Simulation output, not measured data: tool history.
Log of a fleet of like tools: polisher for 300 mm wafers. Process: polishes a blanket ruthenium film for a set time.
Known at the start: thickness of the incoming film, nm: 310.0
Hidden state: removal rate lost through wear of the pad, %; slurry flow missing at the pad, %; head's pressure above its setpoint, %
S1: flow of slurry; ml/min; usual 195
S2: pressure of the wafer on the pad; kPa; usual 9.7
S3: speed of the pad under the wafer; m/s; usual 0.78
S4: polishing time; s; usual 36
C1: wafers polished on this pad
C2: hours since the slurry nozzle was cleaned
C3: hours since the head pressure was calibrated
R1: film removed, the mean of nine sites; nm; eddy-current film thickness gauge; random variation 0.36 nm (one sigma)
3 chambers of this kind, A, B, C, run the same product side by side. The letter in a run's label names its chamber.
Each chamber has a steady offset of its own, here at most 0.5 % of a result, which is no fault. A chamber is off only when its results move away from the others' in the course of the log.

-- hour=1.0 chamber B: slurry nozzle cleaned
run 1A hour=4.6 | S1=195 S2=9.7 S3=0.78 S4=36 | C1=1190 C2=600.6 C3=367.0 | R1=25.718
run 2C hour=8.9 | S1=195 S2=9.7 S3=0.78 S4=36 | C1=1049 C2=498.6 C3=129.3 | R1=26.195
run 3B hour=12.3 | S1=195 S2=9.7 S3=0.78 S4=36 | C1=516 C2=11.3 C3=730.4 | R1=26.540
-- hour=15.3 chamber A: worn pad replaced by a new one
run 4A hour=16.1 | S1=195 S2=9.7 S3=0.78 S4=36 | C1=8 C2=612.1 C3=378.5 | R1=25.599
run 5C hour=20.4 | S1=195 S2=9.7 S3=0.78 S4=36 | C1=1166 C2=510.1 C3=140.8 | R1=26.177
-- hour=25.3 chamber C: worn pad replaced by a new one
run 6B hour=25.4 | S1=195 S2=9.7 S3=0.78 S4=36 | C1=650 C2=24.4 C3=743.5 | R1=25.998
run 7B hour=28.4 | S1=195 S2=9.7 S3=0.78 S4=36 | C1=681 C2=27.4 C3=746.5 | R1=26.555
run 8C hour=33.4 | S1=195 S2=9.7 S3=0.78 S4=36 | C1=83 C2=523.1 C3=153.8 | R1=25.876
-- hour=37.0 chamber A: slurry nozzle cleaned
run 9A hour=38.0 | S1=195 S2=9.7 S3=0.78 S4=36 | C1=232 C2=1.0 C3=400.4 | R1=25.541
run 10B hour=41.3 | S1=195 S2=9.7 S3=0.78 S4=36 | C1=812 C2=40.3 C3=759.4 | R1=26.430
run 11A hour=44.8 | S1=195 S2=9.7 S3=0.78 S4=36 | C1=302 C2=7.8 C3=407.2 | R1=26.413
run 12C hour=48.2 | S1=195 S2=9.7 S3=0.78 S4=36 | C1=234 C2=537.9 C3=168.6 | R1=25.993
run 13B hour=52.6 | S1=195 S2=9.7 S3=0.78 S4=36 | C1=928 C2=51.6 C3=770.7 | R1=26.659
run 14A hour=55.9 | S1=195 S2=9.7 S3=0.78 S4=36 | C1=415 C2=18.9 C3=418.3 | R1=26.151
-- hour=59.7 chamber B: worn pad replaced by a new one
run 15C hour=59.7 | S1=195 S2=9.7 S3=0.78 S4=36 | C1=352 C2=549.4 C3=180.1 | R1=25.681
run 16C hour=62.2 | S1=195 S2=9.7 S3=0.78 S4=36 | C1=378 C2=551.9 C3=182.6 | R1=26.707
run 17A hour=66.2 | S1=195 S2=9.7 S3=0.78 S4=36 | C1=521 C2=29.2 C3=428.6 | R1=26.141
run 18B hour=70.8 | S1=195 S2=9.7 S3=0.78 S4=36 | C1=113 C2=69.8 C3=788.9 | R1=26.222
run 19B hour=73.4 | S1=195 S2=9.7 S3=0.78 S4=36 | C1=140 C2=72.4 C3=791.5 | R1=25.833
run 20A hour=78.7 | S1=195 S2=9.7 S3=0.78 S4=36 | C1=649 C2=41.7 C3=441.1 | R1=26.954
run 21C hour=82.4 | S1=195 S2=9.7 S3=0.78 S4=36 | C1=584 C2=572.1 C3=202.8 | R1=26.789
run 22B hour=84.9 | S1=195 S2=9.7 S3=0.78 S4=36 | C1=257 C2=83.9 C3=803.0 | R1=25.826
run 23A hour=88.8 | S1=195 S2=8.3 S3=0.78 S4=44 | C1=752 C2=51.8 C3=451.2 | R1=27.398
run 24C hour=92.7 | S1=195 S2=8.3 S3=0.78 S4=44 | C1=689 C2=582.4 C3=213.1 | R1=26.958
run 25A hour=95.2 | S1=195 S2=8.3 S3=0.78 S4=44 | C1=817 C2=58.2 C3=457.6 | R1=27.981
run 26B hour=100.0 | S1=195 S2=6.2 S3=0.78 S4=36 | C1=412 C2=99.0 C3=818.1 | R1=16.505
-- hour=101.9 chamber A: head pressure recalibrated
run 27C hour=103.8 | S1=195 S2=6.2 S3=0.78 S4=36 | C1=803 C2=593.5 C3=224.2 | R1=16.896
run 28B hour=106.4 | S1=195 S2=6.2 S3=0.78 S4=36 | C1=477 C2=105.4 C3=824.5 | R1=16.740
run 29A hour=108.9 | S1=150 S2=12.4 S3=0.78 S4=36 | C1=957 C2=71.9 C3=7.0 | R1=31.851
run 30C hour=111.5 | S1=150 S2=12.4 S3=0.78 S4=36 | C1=882 C2=601.2 C3=231.9 | R1=31.708
run 31A hour=114.9 | S1=150 S2=12.4 S3=0.78 S4=36 | C1=1019 C2=77.9 C3=13.0 | R1=31.934
run 32C hour=118.1 | S1=195 S2=9.7 S3=0.78 S4=36 | C1=949 C2=607.8 C3=238.5 | R1=25.845
run 33B hour=121.2 | S1=195 S2=9.7 S3=0.78 S4=36 | C1=629 C2=120.2 C3=839.3 | R1=26.233
-- hour=124.5 chamber C: slurry nozzle cleaned
run 34A hour=124.9 | S1=195 S2=9.7 S3=0.78 S4=36 | C1=1121 C2=87.9 C3=23.0 | R1=26.036
-- hour=127.7 chamber B: head pressure recalibrated
run 35B hour=129.0 | S1=195 S2=9.7 S3=0.78 S4=36 | C1=708 C2=128.0 C3=1.3 | R1=26.099
run 36C hour=134.2 | S1=195 S2=9.7 S3=0.78 S4=36 | C1=1114 C2=9.7 C3=254.6 | R1=26.451
-- hour=135.3 chamber C: worn pad replaced by a new one
run 37B hour=138.1 | S1=195 S2=9.7 S3=0.78 S4=36 | C1=801 C2=137.1 C3=10.4 | R1=26.109
run 38A hour=142.0 | S1=195 S2=6.9 S3=0.78 S4=36 | C1=1296 C2=105.0 C3=40.1 | R1=18.464
run 39C hour=145.1 | S1=195 S2=6.9 S3=0.78 S4=36 | C1=100 C2=20.6 C3=265.5 | R1=18.225
run 40C hour=149.4 | S1=195 S2=6.9 S3=0.78 S4=36 | C1=144 C2=24.9 C3=269.8 | R1=18.500
run 41B hour=152.0 | S1=195 S2=9.7 S3=0.78 S4=36 | C1=944 C2=151.0 C3=24.3 | R1=27.163
run 42A hour=157.5 | S1=195 S2=8.3 S3=0.78 S4=43 | C1=1454 C2=120.5 C3=55.6 | R1=26.674
run 43A hour=162.0 | S1=195 S2=8.3 S3=0.78 S4=43 | C1=1500 C2=125.0 C3=60.1 | R1=26.859
run 44B hour=166.9 | S1=195 S2=8.3 S3=0.78 S4=43 | C1=1096 C2=165.9 C3=39.2 | R1=26.700

All 3 chambers run these settings next. Forecast each chamber's results:
run 45A hour=170.9 | S1=195 S2=6.9 S3=0.78 S4=36 | R1=?
run 45B hour=170.9 | S1=195 S2=6.9 S3=0.78 S4=36 | R1=?
run 45C hour=170.9 | S1=195 S2=6.9 S3=0.78 S4=36 | R1=?

run=45A R1=18.569
run=45B R1=18.260
run=45C R1=18.814

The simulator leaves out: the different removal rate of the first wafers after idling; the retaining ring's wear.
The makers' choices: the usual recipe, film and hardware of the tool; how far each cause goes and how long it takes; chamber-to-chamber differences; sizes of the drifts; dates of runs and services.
